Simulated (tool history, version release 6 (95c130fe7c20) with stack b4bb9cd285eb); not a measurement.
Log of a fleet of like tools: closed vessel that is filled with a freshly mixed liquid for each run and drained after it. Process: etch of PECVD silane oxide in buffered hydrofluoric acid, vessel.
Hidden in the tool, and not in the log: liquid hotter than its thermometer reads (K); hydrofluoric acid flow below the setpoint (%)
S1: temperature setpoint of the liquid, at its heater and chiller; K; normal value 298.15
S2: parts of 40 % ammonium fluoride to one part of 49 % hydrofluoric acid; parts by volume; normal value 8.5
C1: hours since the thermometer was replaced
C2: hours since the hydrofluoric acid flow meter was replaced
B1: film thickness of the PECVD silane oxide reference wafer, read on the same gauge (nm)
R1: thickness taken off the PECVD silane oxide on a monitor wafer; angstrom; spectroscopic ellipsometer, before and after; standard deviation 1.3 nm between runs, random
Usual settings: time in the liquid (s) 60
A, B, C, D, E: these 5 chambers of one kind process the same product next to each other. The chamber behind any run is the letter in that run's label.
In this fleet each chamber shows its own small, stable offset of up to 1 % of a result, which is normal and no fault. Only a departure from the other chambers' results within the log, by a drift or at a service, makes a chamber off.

{"run": "1D", "hour": 2.3, "S1": 298.15, "S2": 8.5, "time in the liquid (s)": 60, "C1": 800.5, "C2": 927.3, "B1": 140, "R1": 1537.6}
{"run": "2A", "hour": 6.2, "S1": 298.15, "S2": 8.5, "time in the liquid (s)": 60, "C1": 429.1, "C2": 52.1, "B1": 139.99, "R1": 1529.3}
{"run": "3E", "hour": 9.4, "S1": 298.15, "S2": 8.5, "time in the liquid (s)": 60, "C1": 472.5, "C2": 948.2, "B1": 139.99, "R1": 1537.2}
{"run": "4B", "hour": 12.6, "S1": 298.15, "S2": 8.5, "time in the liquid (s)": 60, "C1": 23, "C2": 567.8, "B1": 139.97, "R1": 1517.5}
{"run": "5C", "hour": 15.8, "S1": 298.15, "S2": 8.5, "time in the liquid (s)": 60, "C1": 902.1, "C2": 948.5, "B1": 140.02, "R1": 1527.2}
{"run": "6A", "hour": 17.7, "S1": 298.15, "S2": 8.5, "time in the liquid (s)": 60, "C1": 440.6, "C2": 63.6, "B1": 140.02, "R1": 1497.9}
{"run": "7C", "hour": 20.2, "S1": 298.15, "S2": 8.5, "time in the liquid (s)": 60, "C1": 906.5, "C2": 952.9, "B1": 140, "R1": 1549.2}
{"run": "8E", "hour": 23.3, "S1": 298.15, "S2": 8.5, "time in the liquid (s)": 70, "C1": 486.4, "C2": 962.1, "B1": 140.02, "R1": 1808.7}
{"run": "9D", "hour": 27.4, "S1": 298.15, "S2": 8.5, "time in the liquid (s)": 70, "C1": 825.6, "C2": 952.4, "B1": 139.99, "R1": 1786.3}
{"run": "10B", "hour": 31.8, "S1": 298.15, "S2": 8.5, "time in the liquid (s)": 70, "C1": 42.2, "C2": 587, "B1": 139.99, "R1": 1788.3}
{"run": "11A", "hour": 36.0, "S1": 298.15, "S2": 8.5, "time in the liquid (s)": 70, "C1": 458.9, "C2": 81.9, "B1": 140.01, "R1": 1779.8}
{"run": "12C", "hour": 39.1, "S1": 298.15, "S2": 8.5, "time in the liquid (s)": 70, "C1": 925.4, "C2": 971.8, "B1": 140, "R1": 1765.2}
{"run": "13E", "hour": 41.2, "S1": 298.15, "S2": 8.5, "time in the liquid (s)": 60, "C1": 504.3, "C2": 980, "B1": 140, "R1": 1539.7}
{"run": "14B", "hour": 43.5, "S1": 298.15, "S2": 8.5, "time in the liquid (s)": 60, "C1": 53.9, "C2": 598.7, "B1": 139.99, "R1": 1506.8}
{"run": "15D", "hour": 46.0, "S1": 293.65, "S2": 8.5, "time in the liquid (s)": 35, "C1": 844.2, "C2": 971, "B1": 140, "R1": 693.45}
{"run": "16D", "hour": 48.0, "S1": 293.65, "S2": 8.5, "time in the liquid (s)": 35, "C1": 846.2, "C2": 973, "B1": 140.01, "R1": 690.78}
{"run": "17B", "hour": 51.4, "S1": 293.65, "S2": 8.5, "time in the liquid (s)": 35, "C1": 61.8, "C2": 606.6, "B1": 140.01, "R1": 689.72}
{"run": "18A", "hour": 53.6, "S1": 293.65, "S2": 8.5, "time in the liquid (s)": 35, "C1": 476.5, "C2": 99.5, "B1": 139.98, "R1": 689.22}
{"run": "19E", "hour": 57.9, "S1": 293.65, "S2": 8.5, "time in the liquid (s)": 35, "C1": 521, "C2": 996.7, "B1": 140, "R1": 706.73}
{"run": "20C", "hour": 62.0, "S1": 298.15, "S2": 8.5, "time in the liquid (s)": 60, "C1": 948.3, "C2": 994.7, "B1": 140.01, "R1": 1542.1}
{"run": "21C", "hour": 65.0, "S1": 300.15, "S2": 7.5, "time in the liquid (s)": 60, "C1": 951.3, "C2": 997.7, "B1": 140, "R1": 1930.4}
{"run": "22D", "hour": 67.7, "S1": 300.15, "S2": 7.5, "time in the liquid (s)": 60, "C1": 865.9, "C2": 992.7, "B1": 139.99, "R1": 1937.6}
{"run": "23A", "hour": 70.0, "S1": 300.15, "S2": 7.5, "time in the liquid (s)": 60, "C1": 492.9, "C2": 115.9, "B1": 140.03, "R1": 1932.8}
{"run": "24B", "hour": 74.3, "S1": 300.15, "S2": 7.5, "time in the liquid (s)": 60, "C1": 84.7, "C2": 629.5, "B1": 140, "R1": 1926.5}
{"run": "25E", "hour": 76.4, "S1": 300.15, "S2": 7.5, "time in the liquid (s)": 60, "C1": 539.5, "C2": 1015.2, "B1": 140, "R1": 1946.4}
{"hour": 78.9, "done": "chamber E: thermometer replaced"}
{"run": "26E", "hour": 79.8, "S1": 298.15, "S2": 8.5, "time in the liquid (s)": 60, "C1": 1, "C2": 1018.6, "B1": 140, "R1": 1515.3}
{"run": "27C", "hour": 83.9, "S1": 298.15, "S2": 8.5, "time in the liquid (s)": 60, "C1": 970.2, "C2": 1016.6, "B1": 140.01, "R1": 1557.1}
{"run": "28A", "hour": 88.0, "S1": 298.15, "S2": 8.5, "time in the liquid (s)": 60, "C1": 510.9, "C2": 133.9, "B1": 139.99, "R1": 1510.3}
{"run": "29B", "hour": 90.7, "S1": 298.15, "S2": 8.5, "time in the liquid (s)": 60, "C1": 101.1, "C2": 645.9, "B1": 139.98, "R1": 1545.4}
{"hour": 93.1, "done": "chamber D: hydrofluoric acid flow meter replaced"}
{"run": "30D", "hour": 94.5, "S1": 301.65, "S2": 8.5, "time in the liquid (s)": 30, "C1": 892.7, "C2": 1.4, "B1": 139.98, "R1": 930.89}

Each of the 5 chambers runs these same settings next. Fill in every chamber's results:
{"run": "31A", "hour": 97.6, "S1": 298.15, "S2": 8.5, "time in the liquid (s)": 60, "R1": "?"}
{"run": "31B", "hour": 97.6, "S1": 298.15, "S2": 8.5, "time in the liquid (s)": 60, "R1": "?"}
{"run": "31C", "hour": 97.6, "S1": 298.15, "S2": 8.5, "time in the liquid (s)": 60, "R1": "?"}
{"run": "31D", "hour": 97.6, "S1": 298.15, "S2": 8.5, "time in the liquid (s)": 60, "R1": "?"}
{"run": "31E", "hour": 97.6, "S1": 298.15, "S2": 8.5, "time in the liquid (s)": 60, "R1": "?"}

run=31A R1=1484.5
run=31B R1=1543.2
run=31C R1=1541.7
run=31D R1=1551.7
run=31E R1=1537.4
